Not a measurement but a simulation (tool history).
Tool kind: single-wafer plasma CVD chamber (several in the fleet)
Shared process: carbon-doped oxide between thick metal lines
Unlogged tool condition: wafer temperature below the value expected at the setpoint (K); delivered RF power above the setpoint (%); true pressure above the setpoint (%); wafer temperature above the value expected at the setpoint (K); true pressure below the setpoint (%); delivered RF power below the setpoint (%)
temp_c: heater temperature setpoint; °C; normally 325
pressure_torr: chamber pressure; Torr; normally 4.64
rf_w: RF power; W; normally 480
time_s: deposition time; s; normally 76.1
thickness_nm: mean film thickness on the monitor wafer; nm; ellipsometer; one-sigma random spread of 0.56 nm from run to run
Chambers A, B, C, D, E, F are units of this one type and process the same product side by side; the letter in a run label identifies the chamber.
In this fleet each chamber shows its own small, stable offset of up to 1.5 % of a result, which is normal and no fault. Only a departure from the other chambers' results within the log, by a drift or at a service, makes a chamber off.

run     day  temp_c  pressure_torr  rf_w  time_s  hours since the last thermocouple change  hours since the last RF generator calibration  hours since the last manometer calibration  read-back reference wafer on the same gauge, thickness_nm  thickness_nm
 1C   0.467     325           4.64   480    76.1                                     305.3                                          471.8                                      1262.6                                                     380.04        396.36
      0.642  -- chamber E: RF generator calibrated
 2D   0.933     325           4.64   480    76.1                                     676.7                                         1058.7                                      1280.8                                                     380.02        401.11
 3E   1.354     325           4.64   480    76.1                                    1360.0                                           17.2                                       914.2                                                     380.06        393.51
 4B   1.804     325           4.64   480    76.1                                      71.6                                         1067.9                                       618.4                                                     380.20        399.96
 5A   2.175     325           4.64   480    76.1                                    1611.7                                          215.7                                      1045.3                                                     380.26        399.92
 6F   2.462     325           4.64   480    76.1                                     748.0                                          182.4                                      1380.3                                                     380.47        402.27
 7E   2.904     325           5.12   480    65.4                                    1397.2                                           54.4                                       951.4                                                     380.37        343.00
 8B   3.396     325           5.12   480    65.4                                     109.8                                         1106.1                                       656.6                                                     380.38        348.78
 9C   3.829     325           5.12   480    65.4                                     386.0                                          552.5                                      1343.3                                                     380.45        346.56
10A   4.300     325           5.12   480    65.4                                    1662.7                                          266.7                                      1096.3                                                     380.65        350.28
11F   4.746     325           5.12   480    65.4                                     802.8                                          237.2                                      1435.1                                                     380.61        350.24
12D   5.183     325           5.12   480    65.4                                     778.7                                         1160.7                                      1382.8                                                     380.54        350.59
13B   5.467     325           4.64   480    76.1                                     159.5                                         1155.8                                       706.3                                                     380.69        399.47
14E   5.829     325           4.64   480    76.1                                    1467.4                                          124.6                                      1021.6                                                     380.84        394.28
15C   6.246     325           4.64   480    76.1                                     444.0                                          610.5                                      1401.3                                                     380.69        397.29
16A   6.654     325           4.64   480    76.1                                    1719.2                                          323.2                                      1152.8                                                     380.83        401.18
17F   7.079     325           4.64   480    76.1                                     858.8                                          293.2                                      1491.1                                                     380.93        402.31
18D   7.567     325           4.64   480    76.1                                     835.9                                         1217.9                                      1440.0                                                     380.90        401.82
19F   7.946     325           4.64   480    76.1                                     879.6                                          314.0                                      1511.9                                                     380.96        401.41
20D   8.296     325           4.64   480    76.1                                     853.4                                         1235.4                                      1457.5                                                     380.95        402.78
      8.654  -- chamber F: capacitance manometer re-zeroed and calibrated
21E   8.821     325           4.64   480    76.1                                    1539.2                                          196.4                                      1093.4                                                     380.98        394.69
22B   9.321     325           4.64   480    76.1                                     252.0                                         1248.3                                       798.8                                                     381.18        400.23
23C   9.796     325           4.64   480    76.1                                     529.2                                          695.7                                      1486.5                                                     381.20        398.05
24A  10.133     325           4.64   480    76.1                                    1802.7                                          406.7                                      1236.3                                                     381.21        401.96
25E  10.612     325           4.64   480    76.1                                    1582.2                                          239.4                                      1136.4                                                     381.42        394.75
26F  11.017     325           4.64   480    76.1                                     953.3                                          387.7                                        56.7                                                     381.34        401.95
     11.275  -- chamber D: RF generator calibrated
27A  11.379     325           4.64   480    76.1                                    1832.6                                          436.6                                      1266.2                                                     381.48        402.15
28C  11.862     325           4.64   480    76.1                                     578.8                                          745.3                                      1536.1                                                     381.41        397.60
     11.875  -- chamber C: capacitance manometer re-zeroed and calibrated
29D  12.117     325           4.64   480    76.1                                     945.1                                           20.3                                      1549.2                                                     381.52        402.92
30B  12.458     325           5.46   480    76.1                                     327.3                                         1323.6                                       874.1                                                     381.65        411.42
31B  12.892     325           5.46   480    76.1                                     337.7                                         1334.0                                       884.5                                                     381.67        411.76
32E  13.367     325           5.46   480    76.1                                    1648.3                                          305.5                                      1202.5                                                     381.52        404.59
33C  13.658     325           5.46   480    76.1                                     621.9                                          788.4                                        42.9                                                     381.63        408.41
34F  14.117     325           5.46   480    76.1                                    1027.7                                          462.1                                       131.1                                                     381.70        413.14
35D  14.517     325           5.46   480    76.1                                    1002.7                                           77.9                                      1606.8                                                     381.80        413.51
36A  14.933     325           4.64   480    76.1                                    1917.9                                          521.9                                      1351.5                                                     381.85        402.31
37E  15.262     340           4.64   480    64.5                                    1693.8                                          351.0                                      1248.0                                                     381.75        319.91
38C  15.629     340           4.64   480    64.5                                     669.2                                          835.7                                        90.2                                                     382.04        322.58
39A  16.025     340           4.64   480    64.5                                    1944.1                                          548.1                                      1377.7                                                     381.98        325.38
40B  16.358     340           4.64   480    64.5                                     420.9                                         1417.2                                       967.7                                                     382.17        325.32
41D  16.608     340           4.64   480    64.5                                    1052.9                                          128.1                                      1657.0                                                     381.93        327.09
42F  16.892     340           4.64   480    64.5                                    1094.3                                          528.7                                       197.7                                                     382.04        326.46
43D  17.267     325           4.64   480    76.1                                    1068.7                                          143.9                                      1672.8                                                     382.09        402.87
44F  17.521     325           4.64   480    76.1                                    1109.4                                          543.8                                       212.8                                                     382.01        403.11

Is one chamber off against the others, does the gauge drift, or is nothing wrong? If a chamber is off, say which, and what the likeliest cause is.

The gauge drifts, so all chambers seem to drift together. No chamber is off.
Likeliest cause: gauge reads high (%) = 0.574.
